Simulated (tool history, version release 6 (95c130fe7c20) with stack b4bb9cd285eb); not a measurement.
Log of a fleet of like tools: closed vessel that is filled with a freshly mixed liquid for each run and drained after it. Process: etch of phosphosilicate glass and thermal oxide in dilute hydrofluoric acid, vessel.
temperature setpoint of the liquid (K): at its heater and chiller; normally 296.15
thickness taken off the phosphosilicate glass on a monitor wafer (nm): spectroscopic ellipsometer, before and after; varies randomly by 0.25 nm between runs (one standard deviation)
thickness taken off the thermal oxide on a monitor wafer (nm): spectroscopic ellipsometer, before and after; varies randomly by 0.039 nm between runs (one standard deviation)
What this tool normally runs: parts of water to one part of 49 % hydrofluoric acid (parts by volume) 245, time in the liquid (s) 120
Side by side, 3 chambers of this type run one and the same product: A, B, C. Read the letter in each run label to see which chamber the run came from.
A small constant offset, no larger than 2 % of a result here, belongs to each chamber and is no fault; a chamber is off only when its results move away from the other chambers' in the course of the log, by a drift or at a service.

| run | hour | temperature setpoint of the liquid (K) | parts of water to one part of 49 % hydrofluoric acid (parts by volume) | time in the liquid (s) | read-back film thickness of the phosphosilicate glass reference wafer, read on the same gauge (nm) | read-back film thickness of the thermal oxide reference wafer, read on the same gauge (nm) | thickness taken off the phosphosilicate glass on a monitor wafer (nm) | thickness taken off the thermal oxide on a monitor wafer (nm) |
|---|---|---|---|---|---|---|---|---|
| 1A | 4.9 | 296.15 | 245 | 120 | 140 | 69.982 | 28.881 | 1.9175 |
| 2C | 9.1 | 296.15 | 245 | 120 | 140.05 | 70.015 | 28.985 | 1.9367 |
| 3B | 15.2 | 296.15 | 245 | 120 | 140.04 | 70.031 | 28.645 | 1.9314 |
| 4A | 18.5 | 296.15 | 245 | 120 | 139.99 | 70.017 | 28.895 | 1.8851 |
| 5B | 24.3 | 296.15 | 245 | 120 | 140.01 | 69.977 | 28.855 | 1.885 |
| 6C | 29.8 | 296.15 | 245 | 120 | 140.02 | 70.012 | 29.224 | 1.8851 |
| 7A | 33.7 | 296.15 | 245 | 120 | 139.96 | 69.978 | 29.008 | 1.9158 |
| 8B | 38.7 | 296.15 | 245 | 120 | 140 | 69.984 | 28.918 | 1.9608 |
| 9C | 44.3 | 296.15 | 245 | 120 | 139.99 | 70.014 | 29.207 | 1.8979 |
| 10C | 47.6 | 296.15 | 245 | 120 | 139.98 | 69.998 | 29.06 | 1.8929 |
| 11B | 52.1 | 296.15 | 245 | 120 | 139.99 | 69.952 | 28.684 | 1.9163 |
| 12A | 55.7 | 296.15 | 305 | 120 | 140.02 | 69.982 | 21.844 | 1.4951 |
| 13B | 60.2 | 296.15 | 305 | 120 | 140.02 | 70.028 | 21.967 | 1.4337 |
| 14A | 64.4 | 296.15 | 305 | 120 | 140 | 70.01 | 22.149 | 1.4458 |
| 15C | 67.8 | 298.65 | 245 | 120 | 140.03 | 70.007 | 31.979 | 2.1044 |
| 16A | 73.7 | 298.65 | 245 | 120 | 140.01 | 70.001 | 31.652 | 2.1575 |
| 17B | 78.6 | 298.65 | 245 | 120 | 140.01 | 70.005 | 30.803 | 2.0907 |
| 18C | 82.9 | 294.65 | 245 | 120 | 140.02 | 69.971 | 27.404 | 1.827 |
| 19B | 86 | 294.65 | 245 | 120 | 140 | 69.984 | 27.322 | 1.7807 |
| 20C | 90.9 | 294.65 | 245 | 120 | 140.03 | 69.962 | 27.676 | 1.7745 |
| 21A | 93.9 | 296.15 | 245 | 120 | 139.98 | 69.998 | 29.332 | 1.9399 |

Each of the 3 chambers runs these same settings next. Fill in every chamber's results:
| 22A | 98.3 | 296.15 | 245 | 165 |  |  | ? | ? |
| 22B | 98.3 | 296.15 | 245 | 165 |  |  | ? | ? |
| 22C | 98.3 | 296.15 | 245 | 165 |  |  | ? | ? |

| run | thickness taken off the phosphosilicate glass on a monitor wafer (nm) | thickness taken off the thermal oxide on a monitor wafer (nm) |
|---|---|---|
| 22A | 39.752 | 2.5926 |
| 22B | 39.423 | 2.6137 |
| 22C | 39.543 | 2.543 |
